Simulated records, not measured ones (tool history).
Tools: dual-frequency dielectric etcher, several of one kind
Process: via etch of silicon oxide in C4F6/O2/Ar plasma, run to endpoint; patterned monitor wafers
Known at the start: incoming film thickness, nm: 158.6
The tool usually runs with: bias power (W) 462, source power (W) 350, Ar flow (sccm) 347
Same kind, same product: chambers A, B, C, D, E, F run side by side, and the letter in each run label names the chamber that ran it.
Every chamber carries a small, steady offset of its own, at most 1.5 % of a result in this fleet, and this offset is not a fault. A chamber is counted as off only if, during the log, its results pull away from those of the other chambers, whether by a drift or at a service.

run	hour	bias power (W)	source power (W)	Ar flow (sccm)	hours since the last wet clean	hours since the last bias power generator calibration	hours since the last source power generator calibration	hours since the last Ar flow controller change	endpoint time (s)
1B	9.1	462	350	347	67.3	275.5	3329.5	554.8	38.073
2E	16.5	462	350	347	206.5	2067.7	1403.9	1087.5	37.62
3D	26.9	462	350	347	128.9	985.8	958	1564.8	38.276
4F	35.3	462	350	347	132.3	4261	2769.9	2394.6	38.321
5C	44.4	462	350	347	472.8	1368.8	1028.4	760.1	37.754
6A	55.4	521	350	383	74	895.3	2632	4061.9	37.368
# hour 58.7: chamber A: Ar flow controller replaced
# hour 62.9: chamber C: wet clean of the chamber
7F	64.3	521	350	383	161.3	4290	2798.9	2423.6	36.706
8A	72.6	521	350	383	91.2	912.5	2649.2	13.9	37.579
9B	79.2	521	350	383	137.4	345.6	3399.6	624.9	36.397
10E	90.6	521	350	383	280.6	2141.8	1478	1161.6	37.353
11C	100.2	521	350	383	37.3	1424.6	1084.2	815.9	36.967
12D	106.7	462	350	347	208.7	1065.6	1037.8	1644.6	38.572
13E	117.4	376	350	347	307.4	2168.6	1504.8	1188.4	40.945
14C	129	376	350	347	66.1	1453.4	1113	844.7	41.177
15A	140.1	376	350	347	158.7	980	2716.7	81.4	41.466
16B	147	376	350	347	205.2	413.4	3467.4	692.7	40.975
17F	157.3	376	350	347	254.3	4383	2891.9	2516.6	41.185
18D	169.7	376	350	347	271.7	1128.6	1100.8	1707.6	41.047
# hour 176.9: chamber C: bias power generator calibrated
19C	177.7	462	350	347	114.8	0.8	1161.7	893.4	38.096
20D	183.3	462	350	347	285.3	1142.2	1114.4	1721.2	38.366
21E	191.8	462	350	347	381.8	2243	1579.2	1262.8	37.935
# hour 195.7: chamber F: bias power generator calibrated
22A	197.9	462	350	347	216.5	1037.8	2774.5	139.2	38.313
23B	207.2	462	350	347	265.4	473.6	3527.6	752.9	38.121
24F	213.1	462	350	347	310.1	17.5	2947.7	2572.4	37.753
25A	224.4	462	350	347	243	1064.3	2801	165.7	39.423
26D	235.2	462	410	402	337.2	1194.1	1166.3	1773.1	36.729
# hour 235.7: chamber E: wet clean of the chamber
27C	241	462	410	402	178.1	64.1	1225	956.7	36.655
28B	249.1	462	410	402	307.3	515.5	3569.5	794.8	36.798
29E	255.8	462	410	402	20.1	2307	1643.2	1326.8	37.021
30F	264.8	462	410	402	361.8	69.2	2999.4	2624.1	36.29
31B	271.1	462	410	402	329.3	537.5	3591.5	816.8	36.917
32A	280.2	462	350	347	298.8	1120.1	2856.8	221.5	39.192
33F	288	462	350	347	385	92.4	3022.6	2647.3	38.23
34D	300.2	462	350	347	402.2	1259.1	1231.3	1838.1	38.093
35C	311.9	462	350	347	249	135	1295.9	1027.6	38.223
36E	317.9	462	350	347	82.2	2369.1	1705.3	1388.9	37.489
37A	325.3	462	350	347	343.9	1165.2	2901.9	266.6	39.387
38C	336	462	350	347	273.1	159.1	1320	1051.7	38.37

Is one chamber off against the others, does the gauge drift, or is nothing wrong? If a chamber is off, say which, and what the likeliest cause is.

The fleet is healthy, with each chamber sitting at its usual small offset and no drift in the gauge.
